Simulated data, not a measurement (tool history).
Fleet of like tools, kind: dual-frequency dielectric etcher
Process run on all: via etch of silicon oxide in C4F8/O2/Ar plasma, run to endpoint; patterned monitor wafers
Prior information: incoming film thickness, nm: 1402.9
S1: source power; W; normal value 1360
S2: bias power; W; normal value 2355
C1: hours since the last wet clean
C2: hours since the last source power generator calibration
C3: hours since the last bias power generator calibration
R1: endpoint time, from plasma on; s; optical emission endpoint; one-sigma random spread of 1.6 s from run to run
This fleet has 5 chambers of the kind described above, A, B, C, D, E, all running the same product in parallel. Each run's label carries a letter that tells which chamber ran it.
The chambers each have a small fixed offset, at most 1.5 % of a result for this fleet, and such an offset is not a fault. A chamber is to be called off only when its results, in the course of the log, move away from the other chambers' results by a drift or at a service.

run,hour,S1,S2,C1,C2,C3,R1
1B,8.1,1360,2355,337.5,2751.3,1914,305.4
2C,17.2,1360,2355,113.3,296.5,456.8,307.99
3D,25.7,1360,2355,273.7,1127,1253.5,303.75
4E,30,1360,2355,310,2415.6,573.1,310.24
5A,34.7,1080,2094,350.7,1382.4,4311.1,347.47
6B,44.7,1080,2094,374.1,2787.9,1950.6,346.57
7E,54.4,1080,2094,334.4,2440,597.5,353.85
8D,63.4,1080,2094,311.4,1164.7,1291.2,347.64
9C,68.6,1080,2094,164.7,347.9,508.2,350.25
10A,73.5,1360,2355,389.5,1421.2,4349.9,308.32
11D,81.6,1360,2355,329.6,1182.9,1309.4,307.7
12E,91.5,1360,2355,371.5,2477.1,634.6,312.65
# hour 97: chamber D: wet clean of the chamber
13C,98.7,1360,2355,194.8,378,538.3,308.24
14A,108.3,1360,2355,424.3,1456,4384.7,308.36
15B,115.3,1170,1809,444.7,2858.5,2021.2,349.35
# hour 116.9: chamber B: wet clean of the chamber
16D,120.2,1170,1809,23.2,1221.5,1348,353.77
17C,126.8,1170,1809,222.9,406.1,566.4,355.05
# hour 128: chamber E: wet clean of the chamber
# hour 133.4: chamber A: wet clean of the chamber
18E,133.7,1170,1809,5.7,2519.3,676.8,360.75
19A,143.5,1170,1809,10.2,1491.2,4419.9,352.21
20B,153.2,1360,2355,36.4,2896.4,2059.1,303.44
21C,159.1,1360,2355,255.2,438.4,598.7,303.87
22A,165.3,1360,2355,32,1513,4441.7,306.95
23E,170.9,1360,2355,42.9,2556.5,714,314.3
24D,175.4,1360,2355,78.4,1276.7,1403.2,307.29
25B,181.7,1360,2355,64.9,2924.9,2087.6,303.71
26C,189.8,1360,2355,285.9,469.1,629.4,307.22
27D,194.2,1360,2355,97.2,1295.5,1422,308.86
28B,200.1,1360,2355,83.3,2943.3,2106,302.13
29E,210,1360,2355,82,2595.6,753.1,309.19
30A,214.9,1360,2355,81.6,1562.6,4491.3,308.33
31B,222.9,1360,2355,106.1,2966.1,2128.8,305.9
32E,230.7,1360,2355,102.7,2616.3,773.8,311.04
33C,235.7,1360,2355,331.8,515,675.3,308.7
34D,244.1,1360,2355,147.1,1345.4,1471.9,306.41
35A,253.1,1360,2355,119.8,1600.8,4529.5,307.26

Decide between three cases: one chamber stands off from its peers, the gauge reading all wafers drifts, or nothing is wrong past each chamber's small offset. Where a chamber is off, say which and what most likely put it there.

Beyond each chamber's small constant offset nothing stands out, and the gauge stays steady.
